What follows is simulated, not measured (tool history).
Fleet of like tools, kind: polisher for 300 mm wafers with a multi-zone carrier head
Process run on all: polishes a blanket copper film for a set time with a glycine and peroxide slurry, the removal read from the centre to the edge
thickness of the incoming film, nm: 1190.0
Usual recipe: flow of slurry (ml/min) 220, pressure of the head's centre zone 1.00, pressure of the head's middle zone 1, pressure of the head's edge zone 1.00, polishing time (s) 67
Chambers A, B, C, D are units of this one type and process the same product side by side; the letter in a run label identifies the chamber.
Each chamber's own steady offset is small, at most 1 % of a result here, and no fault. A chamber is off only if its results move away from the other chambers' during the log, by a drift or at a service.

run,day,flow of slurry (ml/min),pressure of the head's centre zone,pressure of the head's middle zone,pressure of the head's edge zone,polishing time (s),film removed at the wafer's centre (angstrom),film removed at mid-radius (angstrom),film removed at the wafer's edge (angstrom)
# day 0.142: chamber D: worn pad replaced by a new one
# day 0.429: chamber B: worn pad replaced by a new one
1D,0.458,220,1.00,1,1.00,67,2048.6,2045.0,2077.3
2C,0.758,220,1.00,1,1.00,67,2056.0,2041.9,2048.3
3B,1.046,220,1.00,1,1.00,67,2097.1,2058.7,2069.1
4A,1.608,220,1.00,1,1.00,67,2096.9,2015.7,2053.5
# day 1.729: chamber A: worn pad replaced by a new one
5A,2.129,220,1.00,1,1.00,67,2077.2,2063.5,2038.6
6D,2.650,220,1.00,1,1.00,67,2055.5,2036.7,2091.5
7C,2.979,220,1.00,1,1.00,67,2025.8,1998.7,2050.9
# day 3.200: chamber B: worn pad replaced by a new one
8B,3.354,220,1.00,1,1.00,67,2078.8,2086.6,1994.1
# day 3.883: chamber C: worn pad replaced by a new one
9A,3.912,220,1.00,1,1.00,67,2076.8,2073.2,2063.5
10D,4.429,220,1.00,1,1.00,67,2010.8,2004.3,2057.5
11B,4.992,220,1.00,1,1.00,67,2085.0,2073.6,2021.4
# day 5.258: chamber D: worn pad replaced by a new one
12C,5.304,220,1.00,1,1.00,67,2027.2,2049.2,2003.0
13B,5.838,220,1.00,1,1.00,67,2074.9,2067.5,2038.9
# day 6.258: chamber B: worn pad replaced by a new one
14D,6.338,220,0.92,1,1.00,55,1572.3,1682.9,1699.6
# day 6.521: chamber C: slurry nozzle cleaned
15A,6.838,220,0.92,1,1.00,55,1514.9,1689.7,1711.3
# day 6.933: chamber A: worn pad replaced by a new one
16C,7.229,220,0.92,1,1.00,55,1530.5,1698.0,1671.0
17B,7.533,220,0.92,1,1.00,55,1544.8,1689.6,1670.4
18D,8.067,220,0.96,1,0.91,67,1966.8,2054.1,1966.6
19A,8.533,220,0.96,1,0.91,67,1992.0,2079.2,1980.4
20C,8.983,220,0.96,1,0.91,67,1961.9,2035.6,1978.2
# day 9.096: chamber B: worn pad replaced by a new one
21C,9.238,220,0.96,1,0.91,67,1955.9,2043.8,1997.6
22D,9.700,220,1.00,1,1.00,67,2034.2,2051.6,2055.0
23B,10.046,220,1.00,1,1.00,67,2080.8,2122.1,2059.6
# day 10.312: chamber C: worn pad replaced by a new one
# day 10.325: chamber D: worn pad replaced by a new one
24A,10.333,220,1.00,1,1.00,67,2057.8,2059.1,2067.7
25D,10.654,220,1.00,1,1.00,67,2049.8,2037.5,2077.8
# day 11.004: chamber B: edge zone pressure recalibrated
26A,11.208,220,1.00,1,1.00,67,2064.8,2093.9,2052.2
# day 11.308: chamber C: edge zone pressure recalibrated
# day 11.312: chamber C: centre zone pressure recalibrated
27B,11.783,220,1.00,1,1.00,67,2082.6,2083.8,2011.8
# day 11.788: chamber A: worn pad replaced by a new one
28C,12.283,220,1.00,1,1.00,67,2009.0,2103.6,1998.4
# day 12.454: chamber B: worn pad replaced by a new one
29B,12.775,220,1.00,1,1.00,67,2081.0,2063.3,2074.1
# day 13.225: chamber A: edge zone pressure recalibrated
30A,13.300,220,1.00,1,1.00,67,2087.6,2077.4,2039.5
31C,13.617,220,1.00,1,1.00,67,2004.5,2013.3,1997.6
32D,13.938,220,1.00,1,1.00,67,2007.7,2045.1,2038.3
33C,14.421,220,1.00,1,1.00,67,2056.6,2016.1,2044.5
# day 14.504: chamber D: worn pad replaced by a new one
34A,14.758,220,1.00,1,1.00,67,2049.6,2081.3,2067.0
35B,15.325,220,1.00,1,1.00,67,2014.7,2037.3,2011.6
36D,15.904,220,1.00,1,1.00,67,2058.7,2035.0,2086.2

One chamber off, gauge drift, or nothing amiss beyond the chambers' own small offsets? If it is a chamber, which one, and what is the likeliest cause?

No chamber is off and the gauge is stable; the differences are just each chamber's small, constant offset.
